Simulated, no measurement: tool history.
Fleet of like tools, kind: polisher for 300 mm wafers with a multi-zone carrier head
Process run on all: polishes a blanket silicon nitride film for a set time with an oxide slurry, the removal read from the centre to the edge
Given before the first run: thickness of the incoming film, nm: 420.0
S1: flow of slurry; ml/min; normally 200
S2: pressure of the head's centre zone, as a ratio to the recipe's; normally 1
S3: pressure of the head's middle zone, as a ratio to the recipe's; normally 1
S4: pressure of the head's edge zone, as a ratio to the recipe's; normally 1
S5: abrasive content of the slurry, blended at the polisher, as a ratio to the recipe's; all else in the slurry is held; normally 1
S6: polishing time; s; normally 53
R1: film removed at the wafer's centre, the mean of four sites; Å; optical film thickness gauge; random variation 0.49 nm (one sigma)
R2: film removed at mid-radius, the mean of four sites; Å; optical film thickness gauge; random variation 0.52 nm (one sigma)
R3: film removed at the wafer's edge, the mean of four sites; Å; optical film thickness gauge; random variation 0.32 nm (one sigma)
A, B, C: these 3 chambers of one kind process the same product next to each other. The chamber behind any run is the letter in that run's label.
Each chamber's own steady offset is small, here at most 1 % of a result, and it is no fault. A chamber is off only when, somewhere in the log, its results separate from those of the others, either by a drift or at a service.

Run 1B, hour 3.5: usual settings. Result: R1 389.52 Å, R2 380.89 Å, R3 382.61 Å.
Run 2C, hour 9.1: usual settings. Result: R1 384.5 Å, R2 380.34 Å, R3 384.86 Å.
Run 3A, hour 14.6: usual settings. Result: R1 385.16 Å, R2 376.01 Å, R3 378.51 Å.
Run 4C, hour 19.5: usual settings. Result: R1 380.65 Å, R2 378.66 Å, R3 379.48 Å.
Run 5A, hour 23.7: usual settings. Result: R1 378.82 Å, R2 388.44 Å, R3 383.41 Å.
Run 6B, hour 29.9: usual settings. Result: R1 388.72 Å, R2 385.53 Å, R3 384.14 Å.
Run 7A, hour 33.8: usual settings but S4 0.96. Result: R1 377.56 Å, R2 377.33 Å, R3 373.93 Å.
Run 8C, hour 37: usual settings but S4 0.96. Result: R1 373.01 Å, R2 376.67 Å, R3 379.54 Å.
Run 9B, hour 42.6: usual settings but S4 0.96. Result: R1 383.67 Å, R2 390.78 Å, R3 376.18 Å.
Run 10B, hour 47.9: usual settings. Result: R1 393.89 Å, R2 384.78 Å, R3 382.38 Å.
Run 11A, hour 53: usual settings but S6 66 s. Result: R1 462.55 Å, R2 460.61 Å, R3 470.53 Å.
Run 12C, hour 56.9: usual settings but S6 66 s. Result: R1 472.84 Å, R2 488.03 Å, R3 475.51 Å.
Run 13A, hour 61.7: usual settings but S6 66 s. Result: R1 462.83 Å, R2 470.1 Å, R3 457.18 Å.
Run 14C, hour 65.1: usual settings. Result: R1 384.11 Å, R2 385.59 Å, R3 386.49 Å.
At hour 66.6: chamber B: worn pad replaced by a new one.
Run 15B, hour 69.6: usual settings. Result: R1 381.42 Å, R2 388.36 Å, R3 382.14 Å.
Run 16B, hour 73.7: usual settings. Result: R1 382.93 Å, R2 383.7 Å, R3 383.18 Å.
Run 17C, hour 77.5: usual settings. Result: R1 372.36 Å, R2 385.93 Å, R3 382.05 Å.
Run 18A, hour 83: usual settings. Result: R1 364.51 Å, R2 363.5 Å, R3 364.37 Å.
Run 19B, hour 87.6: usual settings. Result: R1 377.71 Å, R2 379.96 Å, R3 384.58 Å.
At hour 87.8: chamber A: slurry nozzle cleaned.
Run 20C, hour 92.5: usual settings but S2 0.95, S5 1.2. Result: R1 381.64 Å, R2 415.41 Å, R3 417.15 Å.
Run 21A, hour 95.6: usual settings but S2 0.95, S5 1.2. Result: R1 369.52 Å, R2 377.29 Å, R3 377.3 Å.
Run 22A, hour 99.7: usual settings but S2 0.95, S5 1.2. Result: R1 364.35 Å, R2 384.1 Å, R3 384.99 Å.
Run 23B, hour 103.4: usual settings. Result: R1 386.29 Å, R2 393.6 Å, R3 387.75 Å.
Run 24C, hour 109.9: usual settings. Result: R1 381.01 Å, R2 380.16 Å, R3 385.68 Å.
At hour 112.4: chamber C: worn pad replaced by a new one.
Run 25C, hour 115.1: usual settings but S1 155 ml/min. Result: R1 364.68 Å, R2 371.69 Å, R3 371.84 Å.
Run 26B, hour 119.9: usual settings but S1 155 ml/min. Result: R1 362.76 Å, R2 365.4 Å, R3 377.78 Å.
Run 27A, hour 123.9: usual settings but S1 155 ml/min. Result: R1 330.94 Å, R2 329.51 Å, R3 334.37 Å.
Run 28C, hour 129.7: usual settings. Result: R1 385.5 Å, R2 376.74 Å, R3 382 Å.
Run 29B, hour 134.9: usual settings. Result: R1 391.22 Å, R2 387.15 Å, R3 381.78 Å.
Run 30A, hour 140.5: usual settings. Result: R1 341.22 Å, R2 335.63 Å, R3 338.56 Å.
At hour 141: chamber A: edge zone pressure recalibrated.
Run 31C, hour 146.3: usual settings but S4 1.07. Result: R1 373.1 Å, R2 379.43 Å, R3 400.08 Å.
Run 32B, hour 151: usual settings but S4 1.07. Result: R1 382.74 Å, R2 381.35 Å, R3 399.75 Å.
Run 33A, hour 154.3: usual settings but S4 1.07. Result: R1 328.13 Å, R2 329.18 Å, R3 339.29 Å.

What goes on in this fleet: one chamber off, a drifting gauge, or nothing beyond the chambers' own small offsets? Name the chamber and the cause, if any.

Little by little, chamber A moves away from the other chambers.
Likeliest cause: removal rate lost through wear of the pad, % = 14.

Here are 4 candidates for chamber A's next run, each the usual settings with a change, their results left as question marks. Which one brings its results back in line with what the others give on the usual settings?
In line here means within this much of the mean the other chambers give on the usual settings: R1 17 Å; R2 18 Å; R3 11 Å
Run 34A-1, hour 159.1: usual settings but S1 195 ml/min, S2 1.01, S3 1.01, S4 0.98, S5 0.95, S6 41 s. Result: R1 ?, R2 ?, R3 ?.
Run 34A-2, hour 159.1: usual settings but S2 1.01, S4 0.99, S5 0.95, S6 47 s. Result: R1 ?, R2 ?, R3 ?.
Run 34A-3, hour 159.1: usual settings but S1 205 ml/min, S2 0.98, S4 1.03, S5 1.1, S6 67 s. Result: R1 ?, R2 ?, R3 ?.
Run 34A-4, hour 159.1: usual settings but S2 0.99, S4 1.01, S5 1.05, S6 60 s. Result: R1 ?, R2 ?, R3 ?.

The other chambers' mean on the usual settings: R1 381.77 Å; R2 382.01 Å; R3 383.84 Å
  run      R1      R2      R3
34A-1  252.19  250.04  245.78
34A-2  290.27  285.06  284.04
34A-3  428.78  434.87  441.88
34A-4  379.09  380.44  382.99
It is 34A-4 that realigns the chamber with its peers.
